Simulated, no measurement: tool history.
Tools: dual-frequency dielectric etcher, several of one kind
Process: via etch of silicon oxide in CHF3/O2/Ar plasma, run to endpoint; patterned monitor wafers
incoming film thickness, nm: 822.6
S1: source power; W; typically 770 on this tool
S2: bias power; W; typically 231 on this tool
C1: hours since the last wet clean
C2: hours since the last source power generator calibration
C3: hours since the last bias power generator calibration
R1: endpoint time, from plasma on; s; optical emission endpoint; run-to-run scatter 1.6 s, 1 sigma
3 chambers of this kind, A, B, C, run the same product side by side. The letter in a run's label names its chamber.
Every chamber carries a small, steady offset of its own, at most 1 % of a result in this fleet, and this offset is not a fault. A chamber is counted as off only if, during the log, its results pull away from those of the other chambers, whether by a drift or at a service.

{"run": "1A", "hour": 6.3, "S1": 770, "S2": 231, "C1": 230.1, "C2": 3058.2, "C3": 2986.5, "R1": 345.66}
{"run": "2B", "hour": 18.0, "S1": 770, "S2": 231, "C1": 440.5, "C2": 772.5, "C3": 1550.4, "R1": 348.72}
{"run": "3C", "hour": 27.4, "S1": 770, "S2": 231, "C1": 253.9, "C2": 2217.6, "C3": 1172, "R1": 346.86}
{"run": "4A", "hour": 40.4, "S1": 770, "S2": 231, "C1": 264.2, "C2": 3092.3, "C3": 3020.6, "R1": 346.14}
{"run": "5C", "hour": 50.7, "S1": 770, "S2": 231, "C1": 277.2, "C2": 2240.9, "C3": 1195.3, "R1": 344.85}
{"hour": 58.1, "done": "chamber B: wet clean of the chamber"}
{"run": "6B", "hour": 60.1, "S1": 650, "S2": 255, "C1": 2.1, "C2": 814.6, "C3": 1592.5, "R1": 361.72}
{"run": "7C", "hour": 66.2, "S1": 650, "S2": 255, "C1": 292.7, "C2": 2256.4, "C3": 1210.8, "R1": 355.21}
{"run": "8B", "hour": 78.8, "S1": 650, "S2": 255, "C1": 20.8, "C2": 833.3, "C3": 1611.2, "R1": 360.67}
{"run": "9A", "hour": 86.0, "S1": 770, "S2": 231, "C1": 309.8, "C2": 3137.9, "C3": 3066.2, "R1": 344.97}
{"run": "10B", "hour": 95.8, "S1": 770, "S2": 231, "C1": 37.8, "C2": 850.3, "C3": 1628.2, "R1": 352.17}
{"run": "11A", "hour": 107.1, "S1": 770, "S2": 231, "C1": 330.9, "C2": 3159, "C3": 3087.3, "R1": 341.45}
{"run": "12C", "hour": 113.2, "S1": 770, "S2": 231, "C1": 339.7, "C2": 2303.4, "C3": 1257.8, "R1": 343.69}
{"run": "13C", "hour": 126.2, "S1": 770, "S2": 231, "C1": 352.7, "C2": 2316.4, "C3": 1270.8, "R1": 338.68}
{"run": "14B", "hour": 133.3, "S1": 770, "S2": 231, "C1": 75.3, "C2": 887.8, "C3": 1665.7, "R1": 348.77}
{"run": "15A", "hour": 140.1, "S1": 770, "S2": 231, "C1": 363.9, "C2": 3192, "C3": 3120.3, "R1": 344.05}
{"run": "16A", "hour": 146.3, "S1": 890, "S2": 231, "C1": 370.1, "C2": 3198.2, "C3": 3126.5, "R1": 326.7}
{"run": "17C", "hour": 156.8, "S1": 890, "S2": 231, "C1": 383.3, "C2": 2347, "C3": 1301.4, "R1": 317.28}
{"run": "18B", "hour": 163.7, "S1": 890, "S2": 231, "C1": 105.7, "C2": 918.2, "C3": 1696.1, "R1": 331.36}
{"run": "19B", "hour": 171.3, "S1": 770, "S2": 231, "C1": 113.3, "C2": 925.8, "C3": 1703.7, "R1": 350.28}
{"run": "20A", "hour": 180.8, "S1": 770, "S2": 231, "C1": 404.6, "C2": 3232.7, "C3": 3161, "R1": 344.05}
{"run": "21C", "hour": 191.4, "S1": 870, "S2": 283, "C1": 417.9, "C2": 2381.6, "C3": 1336, "R1": 299.04}
{"run": "22C", "hour": 198.8, "S1": 870, "S2": 283, "C1": 425.3, "C2": 2389, "C3": 1343.4, "R1": 297.05}
{"run": "23B", "hour": 209.3, "S1": 870, "S2": 283, "C1": 151.3, "C2": 963.8, "C3": 1741.7, "R1": 313.58}
{"run": "24A", "hour": 221.1, "S1": 770, "S2": 231, "C1": 444.9, "C2": 3273, "C3": 3201.3, "R1": 344.54}
{"run": "25B", "hour": 232.4, "S1": 680, "S2": 231, "C1": 174.4, "C2": 986.9, "C3": 1764.8, "R1": 366.59}

All 3 chambers run these settings next. Forecast each chamber's results:
{"run": "26A", "hour": 242.0, "S1": 770, "S2": 231, "R1": "?"}
{"run": "26B", "hour": 242.0, "S1": 770, "S2": 231, "R1": "?"}
{"run": "26C", "hour": 242.0, "S1": 770, "S2": 231, "R1": "?"}

run=26A R1=344.64
run=26B R1=348.8
run=26C R1=332.56
